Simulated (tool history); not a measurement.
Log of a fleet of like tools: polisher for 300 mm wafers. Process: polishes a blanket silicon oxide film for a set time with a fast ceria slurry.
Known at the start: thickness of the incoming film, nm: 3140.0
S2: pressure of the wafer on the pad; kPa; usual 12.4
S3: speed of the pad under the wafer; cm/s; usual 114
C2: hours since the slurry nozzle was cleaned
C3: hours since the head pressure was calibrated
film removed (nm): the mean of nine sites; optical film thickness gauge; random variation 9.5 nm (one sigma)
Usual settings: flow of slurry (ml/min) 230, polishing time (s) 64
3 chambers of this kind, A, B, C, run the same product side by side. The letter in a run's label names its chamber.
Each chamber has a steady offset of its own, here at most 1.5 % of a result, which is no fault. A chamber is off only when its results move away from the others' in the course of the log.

-- day=0.246 chamber C: worn pad replaced by a new one
run 1A day=0.512 | flow_of_slurry_(ml/min)=230 S2=12.4 S3=114 polishing_time_(s)=64 | wafers_polished_on_this_pad=322 C2=515 C3=534.3 | film_removed_(nm)=814.27
run 2B day=0.979 | flow_of_slurry_(ml/min)=230 S2=12.4 S3=114 polishing_time_(s)=64 | wafers_polished_on_this_pad=1109 C2=82.2 C3=240.6 | film_removed_(nm)=802.8
run 3C day=1.383 | flow_of_slurry_(ml/min)=230 S2=12.4 S3=114 polishing_time_(s)=64 | wafers_polished_on_this_pad=339 C2=501.2 C3=1180.9 | film_removed_(nm)=802.36
-- day=1.625 chamber A: slurry nozzle cleaned
run 4B day=1.796 | flow_of_slurry_(ml/min)=230 S2=12.4 S3=114 polishing_time_(s)=64 | wafers_polished_on_this_pad=1352 C2=101.8 C3=260.2 | film_removed_(nm)=826.12
run 5C day=2.067 | flow_of_slurry_(ml/min)=160 S2=15.9 S3=114 polishing_time_(s)=64 | wafers_polished_on_this_pad=543 C2=517.6 C3=1197.3 | film_removed_(nm)=985.49
-- day=2.292 chamber A: worn pad replaced by a new one
run 6A day=2.371 | flow_of_slurry_(ml/min)=160 S2=15.9 S3=114 polishing_time_(s)=64 | wafers_polished_on_this_pad=24 C2=18 C3=578.9 | film_removed_(nm)=1009.7
-- day=2.508 chamber B: worn pad replaced by a new one
run 7A day=2.746 | flow_of_slurry_(ml/min)=160 S2=15.9 S3=114 polishing_time_(s)=64 | wafers_polished_on_this_pad=135 C2=27 C3=587.9 | film_removed_(nm)=1031.5
-- day=2.983 chamber C: worn pad replaced by a new one
-- day=3.05 chamber C: head pressure recalibrated
-- day=3.279 chamber C: slurry nozzle cleaned
run 8B day=3.283 | flow_of_slurry_(ml/min)=230 S2=12.4 S3=114 polishing_time_(s)=64 | wafers_polished_on_this_pad=231 C2=137.5 C3=295.9 | film_removed_(nm)=807.13
run 9C day=3.667 | flow_of_slurry_(ml/min)=265 S2=11 S3=114 polishing_time_(s)=64 | wafers_polished_on_this_pad=204 C2=9.4 C3=14.9 | film_removed_(nm)=746.05
run 10A day=4.158 | flow_of_slurry_(ml/min)=265 S2=11 S3=114 polishing_time_(s)=64 | wafers_polished_on_this_pad=556 C2=60.9 C3=621.8 | film_removed_(nm)=752.24
run 11B day=4.742 | flow_of_slurry_(ml/min)=265 S2=11 S3=114 polishing_time_(s)=64 | wafers_polished_on_this_pad=665 C2=172.5 C3=330.9 | film_removed_(nm)=723.92
-- day=5.079 chamber A: worn pad replaced by a new one
run 12C day=5.092 | flow_of_slurry_(ml/min)=230 S2=12.4 S3=114 polishing_time_(s)=64 | wafers_polished_on_this_pad=628 C2=43.6 C3=49.1 | film_removed_(nm)=818.35
run 13A day=5.504 | flow_of_slurry_(ml/min)=230 S2=12.4 S3=114 polishing_time_(s)=64 | wafers_polished_on_this_pad=126 C2=93.2 C3=654.1 | film_removed_(nm)=846.1
-- day=5.538 chamber C: worn pad replaced by a new one
run 14C day=5.762 | flow_of_slurry_(ml/min)=275 S2=12.4 S3=114 polishing_time_(s)=64 | wafers_polished_on_this_pad=67 C2=59.7 C3=65.2 | film_removed_(nm)=837.7
run 15B day=6.221 | flow_of_slurry_(ml/min)=275 S2=12.4 S3=114 polishing_time_(s)=64 | wafers_polished_on_this_pad=1106 C2=208 C3=366.4 | film_removed_(nm)=826.22
run 16A day=6.617 | flow_of_slurry_(ml/min)=275 S2=12.4 S3=114 polishing_time_(s)=64 | wafers_polished_on_this_pad=457 C2=119.9 C3=680.8 | film_removed_(nm)=869.86
run 17B day=7.092 | flow_of_slurry_(ml/min)=230 S2=12.4 S3=114 polishing_time_(s)=64 | wafers_polished_on_this_pad=1365 C2=228.9 C3=387.3 | film_removed_(nm)=824.17
-- day=7.35 chamber A: worn pad replaced by a new one
run 18C day=7.425 | flow_of_slurry_(ml/min)=230 S2=12.4 S3=114 polishing_time_(s)=64 | wafers_polished_on_this_pad=562 C2=99.6 C3=105.1 | film_removed_(nm)=828.78
-- day=7.508 chamber B: worn pad replaced by a new one
-- day=7.683 chamber C: worn pad replaced by a new one
run 19C day=7.717 | flow_of_slurry_(ml/min)=230 S2=12.4 S3=114 polishing_time_(s)=64 | wafers_polished_on_this_pad=10 C2=106.6 C3=112.1 | film_removed_(nm)=825.23
run 20B day=8.183 | flow_of_slurry_(ml/min)=230 S2=12.4 S3=114 polishing_time_(s)=64 | wafers_polished_on_this_pad=202 C2=255.1 C3=413.5 | film_removed_(nm)=814.87
run 21A day=8.654 | flow_of_slurry_(ml/min)=230 S2=12.4 S3=114 polishing_time_(s)=64 | wafers_polished_on_this_pad=389 C2=168.8 C3=729.7 | film_removed_(nm)=885.95
run 22B day=8.979 | flow_of_slurry_(ml/min)=230 S2=12.4 S3=114 polishing_time_(s)=64 | wafers_polished_on_this_pad=438 C2=274.2 C3=432.6 | film_removed_(nm)=806.49
run 23A day=9.354 | flow_of_slurry_(ml/min)=230 S2=12.4 S3=114 polishing_time_(s)=64 | wafers_polished_on_this_pad=597 C2=185.6 C3=746.5 | film_removed_(nm)=893.04
run 24C day=9.825 | flow_of_slurry_(ml/min)=230 S2=12.4 S3=114 polishing_time_(s)=64 | wafers_polished_on_this_pad=638 C2=157.2 C3=162.7 | film_removed_(nm)=821.4
-- day=9.992 chamber C: worn pad replaced by a new one
run 25C day=10.388 | flow_of_slurry_(ml/min)=230 S2=12.4 S3=114 polishing_time_(s)=64 | wafers_polished_on_this_pad=118 C2=170.7 C3=176.2 | film_removed_(nm)=844.75
run 26B day=10.762 | flow_of_slurry_(ml/min)=230 S2=12.4 S3=114 polishing_time_(s)=64 | wafers_polished_on_this_pad=969 C2=317 C3=475.4 | film_removed_(nm)=818.34

Next, every chamber runs the same settings. What will each give?
run 27A day=11.196 | flow_of_slurry_(ml/min)=230 S2=12.4 S3=114 polishing_time_(s)=64 | film_removed_(nm)=?
run 27B day=11.196 | flow_of_slurry_(ml/min)=230 S2=12.4 S3=114 polishing_time_(s)=64 | film_removed_(nm)=?
run 27C day=11.196 | flow_of_slurry_(ml/min)=230 S2=12.4 S3=114 polishing_time_(s)=64 | film_removed_(nm)=?

run=27A film_removed_(nm)=927.43
run=27B film_removed_(nm)=820.98
run=27C film_removed_(nm)=823.82
